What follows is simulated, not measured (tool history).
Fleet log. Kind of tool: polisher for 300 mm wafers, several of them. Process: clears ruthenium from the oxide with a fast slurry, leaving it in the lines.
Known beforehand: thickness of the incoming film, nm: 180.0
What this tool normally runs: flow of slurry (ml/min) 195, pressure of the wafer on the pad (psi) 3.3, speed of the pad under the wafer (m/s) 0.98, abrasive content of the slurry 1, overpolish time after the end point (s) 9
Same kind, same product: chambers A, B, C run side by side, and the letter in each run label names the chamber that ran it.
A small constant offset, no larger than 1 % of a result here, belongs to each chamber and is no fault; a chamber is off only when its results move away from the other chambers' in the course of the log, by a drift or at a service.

| run | hour | flow of slurry (ml/min) | pressure of the wafer on the pad (psi) | speed of the pad under the wafer (m/s) | abrasive content of the slurry | overpolish time after the end point (s) | wafers polished on this pad | hours since the slurry nozzle was cleaned | hours since the head pressure was calibrated | hours since the slurry blender was calibrated | time until the end point was called (s) | dishing of a wide line in a test structure (Å) |
|---|---|---|---|---|---|---|---|---|---|---|---|---|
|  | 7.6 | chamber A: worn pad replaced by a new one |
| 1A | 10.2 | 195 | 3.3 | 0.98 | 1 | 9 | 32 | 322.0 | 865.2 | 143.3 | 36.060 | 367.68 |
|  | 13.6 | chamber B: slurry nozzle cleaned |
| 2B | 18.3 | 195 | 3.3 | 0.98 | 1 | 9 | 419 | 4.7 | 419.7 | 171.5 | 36.715 | 364.97 |
| 3C | 30.4 | 195 | 3.3 | 0.98 | 1 | 9 | 767 | 36.4 | 416.4 | 284.4 | 36.835 | 364.85 |
|  | 35.4 | chamber C: worn pad replaced by a new one |
| 4A | 38.5 | 195 | 3.3 | 0.98 | 1 | 9 | 386 | 350.3 | 893.5 | 171.6 | 35.121 | 369.36 |
|  | 49.8 | chamber B: worn pad replaced by a new one |
| 5B | 50.1 | 195 | 3.3 | 0.98 | 1 | 5 | 4 | 36.5 | 451.5 | 203.3 | 33.915 | 216.18 |
| 6C | 55.9 | 195 | 3.3 | 0.98 | 1 | 5 | 257 | 61.9 | 441.9 | 309.9 | 34.932 | 211.53 |
| 7C | 68.2 | 195 | 3.3 | 0.98 | 1 | 5 | 411 | 74.2 | 454.2 | 322.2 | 34.841 | 218.98 |
|  | 68.3 | chamber C: head pressure recalibrated |
|  | 70.5 | chamber A: slurry blender recalibrated |
| 8B | 79.3 | 195 | 3.3 | 0.98 | 1 | 9 | 370 | 65.7 | 480.7 | 232.5 | 35.427 | 372.00 |
|  | 79.6 | chamber A: worn pad replaced by a new one |
| 9A | 89.8 | 195 | 3.3 | 0.98 | 1 | 9 | 128 | 401.6 | 944.8 | 19.3 | 36.052 | 374.96 |
| 10A | 100.8 | 195 | 3.3 | 0.98 | 1 | 9 | 265 | 412.6 | 955.8 | 30.3 | 34.939 | 372.22 |
|  | 108.5 | chamber C: worn pad replaced by a new one |
| 11B | 111.4 | 195 | 3.3 | 0.98 | 1 | 9 | 771 | 97.8 | 512.8 | 264.6 | 35.636 | 366.27 |
|  | 113.3 | chamber B: worn pad replaced by a new one |
|  | 116.4 | chamber B: slurry blender recalibrated |
| 12C | 117.7 | 195 | 2.3 | 0.98 | 1 | 9 | 115 | 123.7 | 49.4 | 371.7 | 50.994 | 261.28 |
| 13A | 130.4 | 195 | 2.3 | 0.98 | 1 | 9 | 636 | 442.2 | 985.4 | 59.9 | 51.496 | 263.54 |
| 14B | 139.5 | 195 | 2.3 | 0.98 | 1 | 9 | 327 | 125.9 | 540.9 | 23.2 | 52.345 | 261.40 |
|  | 140.2 | chamber A: head pressure recalibrated |
| 15C | 150.8 | 195 | 3.7 | 0.86 | 1 | 9 | 529 | 156.8 | 82.5 | 404.8 | 35.057 | 361.75 |
|  | 156.4 | chamber C: slurry blender recalibrated |
| 16A | 159.0 | 195 | 3.7 | 0.86 | 1 | 9 | 993 | 470.8 | 18.9 | 88.5 | 35.763 | 358.76 |
|  | 159.8 | chamber A: worn pad replaced by a new one |
|  | 167.3 | chamber A: slurry nozzle cleaned |
|  | 169.6 | chamber B: worn pad replaced by a new one |
| 17B | 169.8 | 195 | 3.7 | 0.86 | 1 | 9 | 2 | 156.2 | 571.2 | 53.5 | 36.785 | 367.57 |
|  | 170.7 | chamber C: worn pad replaced by a new one |
| 18C | 175.4 | 260 | 3.3 | 0.98 | 1 | 7 | 59 | 181.4 | 107.1 | 19.0 | 34.470 | 298.90 |
| 19C | 182.0 | 260 | 3.3 | 0.98 | 1 | 7 | 141 | 188.0 | 113.7 | 25.6 | 33.699 | 301.59 |
| 20A | 189.1 | 260 | 3.3 | 0.98 | 1 | 7 | 367 | 21.9 | 49.0 | 118.6 | 33.554 | 306.71 |
| 21B | 194.7 | 195 | 3.3 | 0.98 | 1 | 9 | 314 | 181.1 | 596.1 | 78.4 | 36.141 | 367.36 |
| 22A | 205.7 | 195 | 3.3 | 0.98 | 1 | 9 | 575 | 38.5 | 65.6 | 135.2 | 34.542 | 367.28 |
| 23C | 217.3 | 195 | 3.3 | 0.98 | 1 | 9 | 583 | 223.3 | 149.0 | 60.9 | 34.910 | 367.39 |
|  | 222.7 | chamber A: worn pad replaced by a new one |
| 24B | 226.6 | 195 | 3.3 | 0.98 | 1 | 9 | 713 | 213.0 | 628.0 | 110.3 | 35.864 | 369.08 |
|  | 229.8 | chamber B: worn pad replaced by a new one |
| 25A | 236.8 | 195 | 3.3 | 0.98 | 1 | 9 | 176 | 69.6 | 96.7 | 166.3 | 35.110 | 364.07 |
|  | 237.1 | chamber C: worn pad replaced by a new one |
| 26B | 248.8 | 195 | 3.3 | 0.70 | 1 | 9 | 237 | 235.2 | 650.2 | 132.5 | 48.699 | 275.42 |
| 27C | 261.6 | 195 | 3.3 | 0.70 | 1 | 9 | 306 | 267.6 | 193.3 | 105.2 | 48.935 | 270.11 |
| 28B | 270.4 | 195 | 3.3 | 0.70 | 1 | 9 | 508 | 256.8 | 671.8 | 154.1 | 50.647 | 267.90 |
| 29A | 278.0 | 195 | 3.3 | 0.98 | 1 | 9 | 691 | 110.8 | 137.9 | 207.5 | 36.284 | 362.32 |
| 30C | 289.5 | 195 | 3.3 | 0.98 | 1 | 9 | 655 | 295.5 | 221.2 | 133.1 | 35.299 | 366.43 |

Next, all 3 chambers run the settings below, one line each with question marks for the results. What does each chamber give?
| 31A | 298.6 | 195 | 3.3 | 0.98 | 1 | 9 |  |  |  |  | ? | ? |
| 31B | 298.6 | 195 | 3.3 | 0.98 | 1 | 9 |  |  |  |  | ? | ? |
| 31C | 298.6 | 195 | 3.3 | 0.98 | 1 | 9 |  |  |  |  | ? | ? |

| run | time until the end point was called (s) | dishing of a wide line in a test structure (Å) |
|---|---|---|
| 31A | 35.357 | 368.40 |
| 31B | 35.732 | 363.63 |
| 31C | 34.569 | 367.06 |

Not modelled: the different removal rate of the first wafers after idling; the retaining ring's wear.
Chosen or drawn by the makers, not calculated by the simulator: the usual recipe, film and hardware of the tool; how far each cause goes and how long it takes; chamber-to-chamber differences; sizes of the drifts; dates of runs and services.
